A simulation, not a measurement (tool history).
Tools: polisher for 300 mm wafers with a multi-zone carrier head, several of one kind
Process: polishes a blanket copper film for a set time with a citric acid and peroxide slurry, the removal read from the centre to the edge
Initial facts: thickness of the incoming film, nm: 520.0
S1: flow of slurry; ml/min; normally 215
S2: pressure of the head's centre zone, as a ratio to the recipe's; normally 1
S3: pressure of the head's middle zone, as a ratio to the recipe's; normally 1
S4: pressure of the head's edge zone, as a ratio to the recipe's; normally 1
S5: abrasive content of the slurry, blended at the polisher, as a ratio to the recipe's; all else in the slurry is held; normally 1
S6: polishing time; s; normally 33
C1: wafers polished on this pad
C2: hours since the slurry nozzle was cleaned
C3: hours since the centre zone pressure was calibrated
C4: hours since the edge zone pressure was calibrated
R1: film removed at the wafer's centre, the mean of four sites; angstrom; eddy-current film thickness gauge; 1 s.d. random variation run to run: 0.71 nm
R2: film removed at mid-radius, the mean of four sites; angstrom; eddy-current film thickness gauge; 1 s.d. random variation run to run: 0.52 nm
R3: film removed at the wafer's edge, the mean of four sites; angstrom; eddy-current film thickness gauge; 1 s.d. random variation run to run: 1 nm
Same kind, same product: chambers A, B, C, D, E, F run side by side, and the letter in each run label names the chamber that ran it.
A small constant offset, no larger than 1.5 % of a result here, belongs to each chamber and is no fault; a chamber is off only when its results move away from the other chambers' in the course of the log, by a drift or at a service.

At hour 1.6: chamber D: worn pad replaced by a new one.
Run 1A, hour 6.1: usual settings; C1 219; C2 679.6; C3 318; C4 481.9. Result: R1 733.17 angstrom, R2 740.19 angstrom, R3 741.44 angstrom.
Run 2E, hour 12.2: usual settings; C1 765; C2 371.7; C3 728.7; C4 953.5. Result: R1 723.25 angstrom, R2 728.03 angstrom, R3 742.13 angstrom.
At hour 13.5: chamber A: slurry nozzle cleaned.
At hour 16.7: chamber B: worn pad replaced by a new one.
Run 3B, hour 19.3: usual settings; C1 22; C2 78.8; C3 272.4; C4 843. Result: R1 725.45 angstrom, R2 735.97 angstrom, R3 736.32 angstrom.
At hour 19.6: chamber B: edge zone pressure recalibrated.
At hour 20.6: chamber F: worn pad replaced by a new one.
At hour 24.6: chamber E: worn pad replaced by a new one.
Run 4C, hour 25.2: usual settings; C1 977; C2 251.1; C3 1116.8; C4 411. Result: R1 731.95 angstrom, R2 728.28 angstrom, R3 733.98 angstrom.
Run 5D, hour 29.8: usual settings; C1 240; C2 98.2; C3 747.3; C4 590. Result: R1 730.5 angstrom, R2 725.66 angstrom, R3 719.8 angstrom.
Run 6F, hour 35.1: usual settings; C1 123; C2 155.7; C3 328.5; C4 677.5. Result: R1 734.17 angstrom, R2 727.93 angstrom, R3 735.88 angstrom.
Run 7F, hour 40.7: usual settings; C1 171; C2 161.3; C3 334.1; C4 683.1. Result: R1 725.32 angstrom, R2 736.04 angstrom, R3 724.89 angstrom.
Run 8A, hour 47.2: usual settings but S4 1.09, S6 23 s; C1 568; C2 33.8; C3 359.1; C4 523. Result: R1 506.63 angstrom, R2 512.76 angstrom, R3 539.25 angstrom.
Run 9E, hour 53: usual settings but S4 1.09, S6 23 s; C1 241; C2 412.5; C3 769.5; C4 994.3. Result: R1 504.18 angstrom, R2 501.77 angstrom, R3 527.49 angstrom.
At hour 57.9: chamber A: worn pad replaced by a new one.
Run 10B, hour 58.4: usual settings but S4 1.09, S6 23 s; C1 354; C2 117.9; C3 311.5; C4 38.8. Result: R1 511.92 angstrom, R2 513.6 angstrom, R3 531.49 angstrom.
Run 11C, hour 65.7: usual settings but S4 1.09, S6 23 s; C1 1321; C2 291.6; C3 1157.3; C4 451.5. Result: R1 511.15 angstrom, R2 500.54 angstrom, R3 522.91 angstrom.
At hour 68.7: chamber C: worn pad replaced by a new one.
Run 12D, hour 70.4: usual settings but S4 1.09, S6 23 s; C1 585; C2 138.8; C3 787.9; C4 630.6. Result: R1 501.45 angstrom, R2 500.55 angstrom, R3 523.26 angstrom.
At hour 74.7: chamber E: slurry nozzle cleaned.
Run 13A, hour 75: usual settings but S4 1.09, S6 23 s; C1 145; C2 61.6; C3 386.9; C4 550.8. Result: R1 509.09 angstrom, R2 512.9 angstrom, R3 528.08 angstrom.
At hour 75.7: chamber B: worn pad replaced by a new one.
Run 14B, hour 79.4: usual settings; C1 32; C2 138.9; C3 332.5; C4 59.8. Result: R1 736.31 angstrom, R2 732.76 angstrom, R3 746.54 angstrom.
Run 15C, hour 83.8: usual settings; C1 128; C2 309.7; C3 1175.4; C4 469.6. Result: R1 737.81 angstrom, R2 729.3 angstrom, R3 751.83 angstrom.
Run 16D, hour 89: usual settings; C1 743; C2 157.4; C3 806.5; C4 649.2. Result: R1 735.37 angstrom, R2 726.78 angstrom, R3 718.69 angstrom.
Run 17E, hour 92.6: usual settings; C1 577; C2 18; C3 809.1; C4 1033.9. Result: R1 741.97 angstrom, R2 723.02 angstrom, R3 733.11 angstrom.
At hour 93: chamber A: edge zone pressure recalibrated.
Run 18F, hour 97.6: usual settings; C1 654; C2 218.2; C3 391; C4 740. Result: R1 712.41 angstrom, R2 732.3 angstrom, R3 720.87 angstrom.
Run 19C, hour 102.5: usual settings; C1 287; C2 328.4; C3 1194.1; C4 488.3. Result: R1 736.34 angstrom, R2 725.44 angstrom, R3 752.47 angstrom.
Run 20A, hour 106.7: usual settings; C1 414; C2 93.3; C3 418.6; C4 13.8. Result: R1 729.73 angstrom, R2 740.46 angstrom, R3 725.8 angstrom.
At hour 109.5: chamber C: centre zone pressure recalibrated.
Run 21B, hour 110.6: usual settings; C1 297; C2 170.1; C3 363.7; C4 91. Result: R1 717.99 angstrom, R2 718.25 angstrom, R3 732.8 angstrom.
Run 22D, hour 117.4: usual settings; C1 984; C2 185.8; C3 834.9; C4 677.6. Result: R1 730.72 angstrom, R2 716.74 angstrom, R3 736.61 angstrom.
Run 23F, hour 122.6: usual settings but S5 0.85, S6 44 s; C1 867; C2 243.2; C3 416; C4 765. Result: R1 935.62 angstrom, R2 942.91 angstrom, R3 946.05 angstrom.
Run 24E, hour 126.3: usual settings but S5 0.85, S6 44 s; C1 863; C2 51.7; C3 842.8; C4 1067.6. Result: R1 937.57 angstrom, R2 929.01 angstrom, R3 938.31 angstrom.
Run 25D, hour 129.8: usual settings but S5 0.85, S6 44 s; C1 1089; C2 198.2; C3 847.3; C4 690. Result: R1 933.03 angstrom, R2 926.27 angstrom, R3 930.14 angstrom.
At hour 134.4: chamber E: worn pad replaced by a new one.
Run 26A, hour 135.9: usual settings but S5 0.85, S6 44 s; C1 662; C2 122.5; C3 447.8; C4 43. Result: R1 952.18 angstrom, R2 940.53 angstrom, R3 933.76 angstrom.
At hour 136.4: chamber B: worn pad replaced by a new one.
At hour 136.7: chamber A: worn pad replaced by a new one.
Run 27F, hour 142.5: usual settings but S5 0.85, S6 44 s; C1 1036; C2 263.1; C3 435.9; C4 784.9. Result: R1 956.79 angstrom, R2 943.94 angstrom, R3 933.78 angstrom.
Run 28E, hour 150.4: usual settings but S5 0.85, S6 44 s; C1 136; C2 75.8; C3 866.9; C4 1091.7. Result: R1 938.08 angstrom, R2 937.45 angstrom, R3 934.32 angstrom.
Run 29B, hour 154.8: usual settings; C1 156; C2 214.3; C3 407.9; C4 135.2. Result: R1 730.82 angstrom, R2 730.23 angstrom, R3 721.51 angstrom.
Run 30C, hour 159.8: usual settings; C1 774; C2 385.7; C3 50.4; C4 545.6. Result: R1 814.61 angstrom, R2 720.88 angstrom, R3 734.99 angstrom.
Run 31F, hour 167.1: usual settings; C1 1245; C2 287.7; C3 460.5; C4 809.5. Result: R1 733.51 angstrom, R2 733.97 angstrom, R3 736.24 angstrom.
At hour 170: chamber D: worn pad replaced by a new one.
At hour 172.4: chamber F: worn pad replaced by a new one.
Run 32C, hour 173.4: usual settings but S3 0.92, S4 0.89; C1 890; C2 399.3; C3 64; C4 559.2. Result: R1 828.5 angstrom, R2 679.91 angstrom, R3 713.62 angstrom.
Run 33D, hour 178.9: usual settings but S3 0.92, S4 0.89; C1 75; C2 247.3; C3 896.4; C4 739.1. Result: R1 729.54 angstrom, R2 674.53 angstrom, R3 684.71 angstrom.
Run 34A, hour 182.6: usual settings but S3 0.92, S4 0.89; C1 390; C2 169.2; C3 494.5; C4 89.7. Result: R1 742.84 angstrom, R2 681.4 angstrom, R3 675.98 angstrom.
Run 35B, hour 187.8: usual settings but S3 0.92, S4 0.89; C1 437; C2 247.3; C3 440.9; C4 168.2. Result: R1 721.11 angstrom, R2 690.1 angstrom, R3 705.14 angstrom.
Run 36E, hour 191.5: usual settings but S3 0.92, S4 0.89; C1 485; C2 116.9; C3 908; C4 1132.8. Result: R1 733.31 angstrom, R2 681.85 angstrom, R3 685.61 angstrom.
Run 37F, hour 195.5: usual settings but S3 0.92, S4 0.89; C1 196; C2 316.1; C3 488.9; C4 837.9. Result: R1 730.67 angstrom, R2 683.75 angstrom, R3 676.74 angstrom.
At hour 196.6: chamber C: worn pad replaced by a new one.
Run 38B, hour 200.2: usual settings; C1 542; C2 259.7; C3 453.3; C4 180.6. Result: R1 730.07 angstrom, R2 736.94 angstrom, R3 733.61 angstrom.
Run 39C, hour 206.1: usual settings but S4 1.06; C1 80; C2 432; C3 96.7; C4 591.9. Result: R1 819.51 angstrom, R2 722.57 angstrom, R3 756.91 angstrom.
Run 40E, hour 212.9: usual settings but S4 1.06; C1 667; C2 138.3; C3 929.4; C4 1154.2. Result: R1 720.51 angstrom, R2 732.4 angstrom, R3 736.23 angstrom.

Has any chamber moved away from the others, gradually or after a service, or does the common gauge drift, or do the chambers differ only by their own small steady offsets? State the chamber and the most likely cause if one applies.

A service left chamber C off against the others.
What lies behind it: centre zone's pressure above its setpoint, % = 10.6.

Chamber C could run next with any of the 4 candidate recipes listed below; each alters the usual settings, and their results appear as question marks. Which one brings its results back in line with what the other chambers deliver on the usual settings?
Maximum distance from the other chambers' mean on the usual settings for a result to count as in line: R1 25 angstrom; R2 18 angstrom; R3 36 angstrom
Run 41C-1, hour 218.6: usual settings but S2 0.96, S3 1.01, S4 1.01. Result: R1 ?, R2 ?, R3 ?.
Run 41C-2, hour 218.6: usual settings but S1 210 ml/min, S2 0.92, S3 1.04, S4 1.02, S6 32 s. Result: R1 ?, R2 ?, R3 ?.
Run 41C-3, hour 218.6: usual settings but S1 220 ml/min, S2 1.09, S3 0.96, S4 0.98, S6 34 s. Result: R1 ?, R2 ?, R3 ?.
Run 41C-4, hour 218.6: usual settings but S1 220 ml/min, S2 1.04, S3 0.99, S4 0.99. Result: R1 ?, R2 ?, R3 ?.

On the usual settings, the other chambers give on average: R1 731.09 angstrom; R2 730.66 angstrom; R3 729.36 angstrom
  run      R1      R2      R3
41C-1  786.26  730.47  744.94
41C-2  724.89  725.26  724.09
41C-3  934.23  720.48  757.83
41C-4  861.51   719.2   739.1
It is 41C-2 that realigns the chamber with its peers.
